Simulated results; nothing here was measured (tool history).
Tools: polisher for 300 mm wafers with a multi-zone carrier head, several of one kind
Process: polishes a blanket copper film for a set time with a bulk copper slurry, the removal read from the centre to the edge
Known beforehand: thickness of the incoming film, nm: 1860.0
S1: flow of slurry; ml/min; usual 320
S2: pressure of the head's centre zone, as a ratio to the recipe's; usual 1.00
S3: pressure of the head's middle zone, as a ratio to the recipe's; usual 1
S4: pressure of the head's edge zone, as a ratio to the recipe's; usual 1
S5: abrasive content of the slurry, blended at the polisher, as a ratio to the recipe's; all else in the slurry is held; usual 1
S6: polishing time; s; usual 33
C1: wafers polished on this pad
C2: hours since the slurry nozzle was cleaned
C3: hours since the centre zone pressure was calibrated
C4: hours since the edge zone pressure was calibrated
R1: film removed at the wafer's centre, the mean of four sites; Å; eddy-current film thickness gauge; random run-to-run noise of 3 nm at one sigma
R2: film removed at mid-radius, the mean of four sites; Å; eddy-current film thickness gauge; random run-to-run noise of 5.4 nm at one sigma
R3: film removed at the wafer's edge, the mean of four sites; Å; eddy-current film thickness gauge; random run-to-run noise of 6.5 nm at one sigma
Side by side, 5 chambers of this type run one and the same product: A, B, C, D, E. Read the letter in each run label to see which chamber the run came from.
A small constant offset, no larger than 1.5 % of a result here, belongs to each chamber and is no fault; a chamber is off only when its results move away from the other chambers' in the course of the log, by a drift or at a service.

run,hour,S1,S2,S3,S4,S5,S6,C1,C2,C3,C4,R1,R2,R3
1A,4.7,320,1.00,1,1,1,33,364,155.9,141.1,122.2,4450.2,4436.9,4462.9
# hour 6.9: chamber C: worn pad replaced by a new one
2D,8.4,320,1.00,1,1,1,33,309,310.5,447.3,682.3,4420.8,4471.1,4472.5
3B,13.0,320,1.00,1,1,1,33,452,481.5,67.0,592.1,4461.7,4500.4,4547.9
4C,17.2,320,1.00,1,1,1,33,143,285.7,456.9,348.3,4496.0,4449.7,4471.8
5E,21.1,320,1.00,1,1,1,33,1315,506.9,328.7,238.8,4509.8,4400.5,4337.9
6A,24.1,320,1.00,1,1,1,33,634,175.3,160.5,141.6,4465.7,4506.9,4408.2
7D,28.6,320,1.00,1,1,1,33,590,330.7,467.5,702.5,4484.2,4528.2,4501.4
# hour 28.9: chamber E: worn pad replaced by a new one
# hour 31.0: chamber A: worn pad replaced by a new one
8B,32.1,320,1.00,1,1,1,33,717,500.6,86.1,611.2,4418.6,4414.2,4357.2
9C,36.9,320,1.00,1,1,1,33,417,305.4,476.6,368.0,4444.3,4436.8,4454.5
10E,41.5,320,1.00,1,1,1,33,176,527.3,349.1,259.2,4506.5,4491.4,4449.5
11A,46.5,320,1.00,1,1,1,33,216,197.7,182.9,164.0,4413.8,4426.0,4419.9
12C,49.9,320,1.00,1,1,1,33,598,318.4,489.6,381.0,4493.1,4453.6,4537.4
# hour 53.9: chamber C: slurry nozzle cleaned
13B,55.5,320,0.91,1,1,1,39,1043,524.0,109.5,634.6,4648.7,5339.0,5248.3
# hour 56.2: chamber D: worn pad replaced by a new one
14D,60.5,320,0.91,1,1,1,39,60,362.6,499.4,734.4,4763.3,5331.1,5334.9
# hour 64.2: chamber C: worn pad replaced by a new one
15E,65.2,320,0.91,1,1,1,39,505,551.0,372.8,282.9,4758.9,5338.4,5200.2
16B,69.8,320,0.91,1,1,1,39,1242,538.3,123.8,648.9,4658.8,5261.6,5199.7
17E,75.3,320,0.91,1,1,1,39,646,561.1,382.9,293.0,4717.6,5214.0,5164.1
18C,78.3,320,1.00,1,1,1,33,196,24.5,518.0,409.4,4523.0,4477.1,4571.2
# hour 80.4: chamber E: slurry nozzle cleaned
19A,80.8,320,1.00,1,1,1,33,693,232.0,217.2,198.3,4458.7,4482.5,4446.9
20D,85.3,320,1.00,1,1,1,37,405,387.4,524.2,759.2,4970.9,5075.4,5053.9
# hour 89.5: chamber A: worn pad replaced by a new one
21A,90.7,320,1.00,1,1,1,37,16,241.9,227.1,208.2,4993.0,5069.1,5044.3
22B,93.8,320,1.00,1,1,1,37,1576,562.3,147.8,672.9,4840.4,4789.9,4831.2
23D,99.4,320,1.00,1,1,1,37,601,401.5,538.3,773.3,5059.1,5018.5,5051.1
24C,103.0,320,1.00,1,1,1,37,540,49.2,542.7,434.1,5050.7,5020.3,4979.4
25E,106.8,320,1.00,1,1,1,33,1084,26.4,414.4,324.5,4469.5,4389.6,4490.4
26D,111.1,280,1.00,1,1,1,33,764,413.2,550.0,785.0,4394.6,4467.5,4433.9
# hour 112.1: chamber D: worn pad replaced by a new one
27B,116.7,280,1.00,1,1,1,33,1895,585.2,170.7,695.8,4151.7,4143.7,4220.0
28C,121.2,280,1.00,1,1,1,33,793,67.4,560.9,452.3,4435.9,4394.2,4442.7
29A,124.0,280,1.00,1,1,1,33,480,275.2,260.4,241.5,4409.1,4315.3,4422.5
# hour 127.9: chamber E: worn pad replaced by a new one
30E,128.3,280,1.00,1,1,1,33,6,47.9,435.9,346.0,4402.0,4366.2,4438.7
31C,131.0,320,1.00,1,1,1,33,930,77.2,570.7,462.1,4440.2,4441.1,4372.4
32B,133.8,320,1.00,1,1,1,33,2133,602.3,187.8,712.9,4182.2,4153.9,4428.1
33D,137.3,320,1.00,1,1,1,33,351,439.4,576.2,811.2,4464.0,4538.4,4537.3

What goes on in this fleet: one chamber off, a drifting gauge, or nothing beyond the chambers' own small offsets? Name the chamber and the cause, if any.

One chamber, B, drifts off from the rest bit by bit.
What lies behind it: removal rate lost through wear of the pad, % = 6.
With only this log, it may be confused with: slurry flow missing at the pad, %.

Which of the 4 candidates below, each the usual settings with something changed and its results left as question marks, puts chamber B back in line with what the other chambers give on the usual settings?
To be in line, a result may differ from the other chambers' mean on the usual settings by at most: R1 100.0 Å; R2 190.0 Å; R3 230.0 Å
34B-1,141.4,320,1.00,1.00,1.00,1,32,,,,,?,?,?
34B-2,141.4,320,1.00,0.99,1.00,1,31,,,,,?,?,?
34B-3,141.4,320,1.00,1.00,1.00,1,34,,,,,?,?,?
34B-4,141.4,320,1.01,1.01,0.99,1,35,,,,,?,?,?

What the other chambers average on the usual settings: R1 4478.9 Å; R2 4484.1 Å; R3 4480.8 Å
run,R1,R2,R3
34B-1,4073.8,4085.0,4114.0
34B-2,3946.2,3921.4,3986.1
34B-3,4328.4,4340.3,4371.2
34B-4,4504.8,4508.4,4475.4
It is 34B-4 that realigns the chamber with its peers.
